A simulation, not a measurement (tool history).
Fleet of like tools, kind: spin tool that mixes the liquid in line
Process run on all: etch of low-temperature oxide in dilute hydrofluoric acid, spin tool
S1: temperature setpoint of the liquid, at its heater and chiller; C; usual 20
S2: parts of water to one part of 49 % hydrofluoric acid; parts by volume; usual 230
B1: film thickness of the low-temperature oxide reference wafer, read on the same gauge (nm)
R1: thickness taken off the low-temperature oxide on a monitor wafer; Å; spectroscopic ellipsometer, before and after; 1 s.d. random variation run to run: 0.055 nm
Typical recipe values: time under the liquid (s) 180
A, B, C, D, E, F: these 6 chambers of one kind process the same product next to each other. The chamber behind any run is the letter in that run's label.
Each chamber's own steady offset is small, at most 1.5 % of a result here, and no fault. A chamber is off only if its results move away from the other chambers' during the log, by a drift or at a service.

Run 1D, hour 3.1: usual settings; B1 100.010. Result: R1 107.06 Å.
Run 2A, hour 5.7: usual settings; B1 100.000. Result: R1 107.21 Å.
Run 3F, hour 8.5: usual settings; B1 100.020. Result: R1 105.04 Å.
Run 4E, hour 11.6: usual settings; B1 99.981. Result: R1 105.27 Å.
Run 5C, hour 14.3: usual settings; B1 100.000. Result: R1 105.37 Å.
Run 6B, hour 17.9: usual settings; B1 100.010. Result: R1 104.58 Å.
Run 7B, hour 20.5: usual settings; B1 99.978. Result: R1 104.79 Å.
Run 8A, hour 24.9: usual settings; B1 100.010. Result: R1 105.74 Å.
Run 9F, hour 28.5: usual settings but time under the liquid (s) 255; B1 100.010. Result: R1 149.85 Å.
Run 10D, hour 31.4: usual settings but time under the liquid (s) 255; B1 100.020. Result: R1 152.40 Å.
Run 11C, hour 35.8: usual settings but time under the liquid (s) 255; B1 99.985. Result: R1 148.58 Å.
Run 12E, hour 39.2: usual settings but time under the liquid (s) 255; B1 100.020. Result: R1 150.74 Å.
Run 13E, hour 41.8: usual settings but time under the liquid (s) 255; B1 100.000. Result: R1 149.12 Å.
Run 14C, hour 46.2: usual settings but time under the liquid (s) 255; B1 100.010. Result: R1 149.00 Å.
Run 15F, hour 48.4: usual settings; B1 100.020. Result: R1 105.17 Å.
Run 16D, hour 51.3: usual settings; B1 99.999. Result: R1 106.43 Å.
Run 17A, hour 55.0: usual settings; B1 100.000. Result: R1 106.67 Å.
Run 18B, hour 57.1: usual settings; B1 99.995. Result: R1 105.46 Å.
Run 19B, hour 59.4: usual settings; B1 100.030. Result: R1 104.52 Å.
Run 20F, hour 63.2: usual settings; B1 100.000. Result: R1 105.84 Å.
Run 21A, hour 66.2: usual settings; B1 99.981. Result: R1 107.34 Å.
Run 22E, hour 68.6: usual settings; B1 99.997. Result: R1 106.53 Å.
Run 23D, hour 73.0: usual settings; B1 100.020. Result: R1 107.64 Å.
Run 24C, hour 75.2: usual settings; B1 99.999. Result: R1 105.20 Å.
Run 25A, hour 78.5: usual settings; B1 99.996. Result: R1 108.33 Å.
Run 26C, hour 80.9: usual settings; B1 99.986. Result: R1 105.01 Å.
Run 27D, hour 83.9: usual settings; B1 100.000. Result: R1 107.46 Å.
Run 28F, hour 86.6: usual settings; B1 99.994. Result: R1 106.39 Å.
Run 29B, hour 90.1: usual settings but S1 17 C, time under the liquid (s) 275; B1 100.010. Result: R1 143.29 Å.
Run 30E, hour 93.4: usual settings but S1 17 C, time under the liquid (s) 275; B1 100.000. Result: R1 144.17 Å.
Run 31E, hour 95.4: usual settings but S1 17 C, time under the liquid (s) 275; B1 99.993. Result: R1 145.08 Å.
Run 32A, hour 97.8: usual settings but S1 17 C, time under the liquid (s) 275; B1 100.020. Result: R1 149.64 Å.
Run 33B, hour 101.7: usual settings but S1 17 C, time under the liquid (s) 275; B1 99.996. Result: R1 140.77 Å.
Run 34C, hour 105.3: usual settings but S1 17 C, time under the liquid (s) 275; B1 99.976. Result: R1 143.37 Å.
Run 35D, hour 109.0: usual settings; B1 99.995. Result: R1 107.49 Å.
Run 36F, hour 111.1: usual settings; B1 100.010. Result: R1 104.63 Å.
Run 37B, hour 113.5: usual settings; B1 99.987. Result: R1 105.76 Å.
Run 38D, hour 117.2: usual settings; B1 100.000. Result: R1 108.48 Å.
Run 39F, hour 120.7: usual settings but time under the liquid (s) 250; B1 100.010. Result: R1 146.52 Å.
At hour 122.6: chamber C: thermometer replaced.
Run 40A, hour 123.2: usual settings but time under the liquid (s) 250; B1 99.984. Result: R1 154.02 Å.
Run 41C, hour 127.5: usual settings but time under the liquid (s) 250; B1 100.000. Result: R1 146.36 Å.
Run 42E, hour 131.7: usual settings but time under the liquid (s) 250; B1 100.010. Result: R1 149.01 Å.
Run 43C, hour 134.8: usual settings but time under the liquid (s) 250; B1 99.990. Result: R1 146.17 Å.

Has any chamber moved away from the others, gradually or after a service, or does the common gauge drift, or do the chambers differ only by their own small steady offsets? State the chamber and the most likely cause if one applies.

Chamber A drifts away from the others.
Most likely cause: hydrofluoric acid flow above the setpoint (%) = 3.97.
It could be hard to tell apart here from: liquid hotter than its thermometer reads (K).

Which of the 4 candidates below, each the usual settings with something changed and its results left as question marks, puts chamber A back in line with what the other chambers give on the usual settings?
Maximum distance from the other chambers' mean on the usual settings for a result to count as in line: R1 1.90 Å
Run 44A-1, hour 138.1: usual settings but S1 19.5 C. Result: R1 ?.
Run 44A-2, hour 138.1: usual settings but S2 240 parts by volume. Result: R1 ?.
Run 44A-3, hour 138.1: usual settings but S2 220 parts by volume. Result: R1 ?.
Run 44A-4, hour 138.1: usual settings but S1 20.5 C. Result: R1 ?.

The other chambers' mean on the usual settings: R1 105.83 Å
  run      R1
44A-1  108.68
44A-2  105.32
44A-3  116.85
44A-4  112.95
Change 44A-2 lands the chamber within the allowed miss of the other chambers.
